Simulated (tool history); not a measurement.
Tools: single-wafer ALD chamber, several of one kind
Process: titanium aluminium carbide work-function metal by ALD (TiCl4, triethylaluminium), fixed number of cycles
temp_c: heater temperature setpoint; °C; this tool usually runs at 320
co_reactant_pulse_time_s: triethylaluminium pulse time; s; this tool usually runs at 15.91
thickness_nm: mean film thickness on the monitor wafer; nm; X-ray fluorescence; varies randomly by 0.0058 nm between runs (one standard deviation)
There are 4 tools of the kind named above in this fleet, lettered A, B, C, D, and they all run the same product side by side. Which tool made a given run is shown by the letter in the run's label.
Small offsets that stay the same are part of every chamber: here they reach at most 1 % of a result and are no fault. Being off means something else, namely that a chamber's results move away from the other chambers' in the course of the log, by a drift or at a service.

run   hour  temp_c  co_reactant_pulse_time_s  read-back reference wafer on the same gauge, thickness_nm  thickness_nm
 1D    9.2     320                     15.91                                                     2.0005        2.2514
 2C   14.7     320                     15.91                                                     2.0007        2.2335
 3A   24.6     320                     15.91                                                     2.0008        2.2383
 4B   31.4     320                     15.91                                                     1.9997        2.2464
 5C   38.2     320                     15.91                                                     2.0001        2.2436
 6A   45.8     320                     15.91                                                     2.0007        2.2504
 7B   50.6     320                     15.91                                                     2.0004         2.248
 8D   59.7     320                     15.91                                                          2        2.2491
 9A   67.1     320                     15.91                                                     2.0008        2.2308
10B   72.1     320                     15.91                                                     2.0002        2.2416
11C   82.2     320                     15.91                                                     2.0004        2.2405
12D   87.3     310                      20.2                                                     2.0009        2.1502
13D     97     310                      20.2                                                          2        2.1628
14B  104.3     310                      20.2                                                     2.0001        2.1643
15C  112.7     310                      20.2                                                     1.9998         2.159
16A  118.9     320                     15.91                                                      1.999        2.2425
17B  124.1     329                     10.54                                                     2.0003        2.2687
18C  132.7     329                     10.54                                                     2.0014        2.2751
19A  140.1     329                     10.54                                                          2        2.2673
20D  147.9     329                     10.54                                                     1.9999        2.2756
21D  157.5     320                     15.91                                                     1.9991        2.2378
22A  163.5     320                     15.91                                                     1.9982        2.2551
23C  172.9     320                     15.91                                                     2.0003        2.2476
24B  179.9     320                     15.91                                                     1.9997        2.2487
25B  190.4     320                     15.91                                                     2.0004        2.2378
26D  197.4     320                     15.91                                                     1.9993        2.2379
27A  202.4     320                     15.91                                                     1.9994        2.2361
28C  208.1     320                     15.91                                                     1.9999         2.227
29D  215.3     320                     15.91                                                     1.9994        2.2378
30B    223     320                     15.91                                                     2.0005        2.2419
31A  232.2     320                     15.91                                                     1.9993        2.2446
32C  240.5     320                     15.91                                                     2.0012        2.2388
33D  251.1     320                     15.91                                                     1.9996        2.2392
34B  258.5     320                     13.84                                                     2.0006        2.2369
35C  265.4     320                     13.84                                                     1.9996        2.2362
36A  272.1     320                     13.84                                                     1.9996        2.2288
37B  278.8     320                     13.84                                                      2.001        2.2385
38D  287.1     320                     15.91                                                      1.999        2.2413
39A  294.3     320                     20.62                                                     1.9994        2.2414

One chamber off, gauge drift, or nothing amiss beyond the chambers' own small offsets? If it is a chamber, which one, and what is the likeliest cause?

All chambers stay in line apart from their small fixed offsets, and the gauge does not drift.
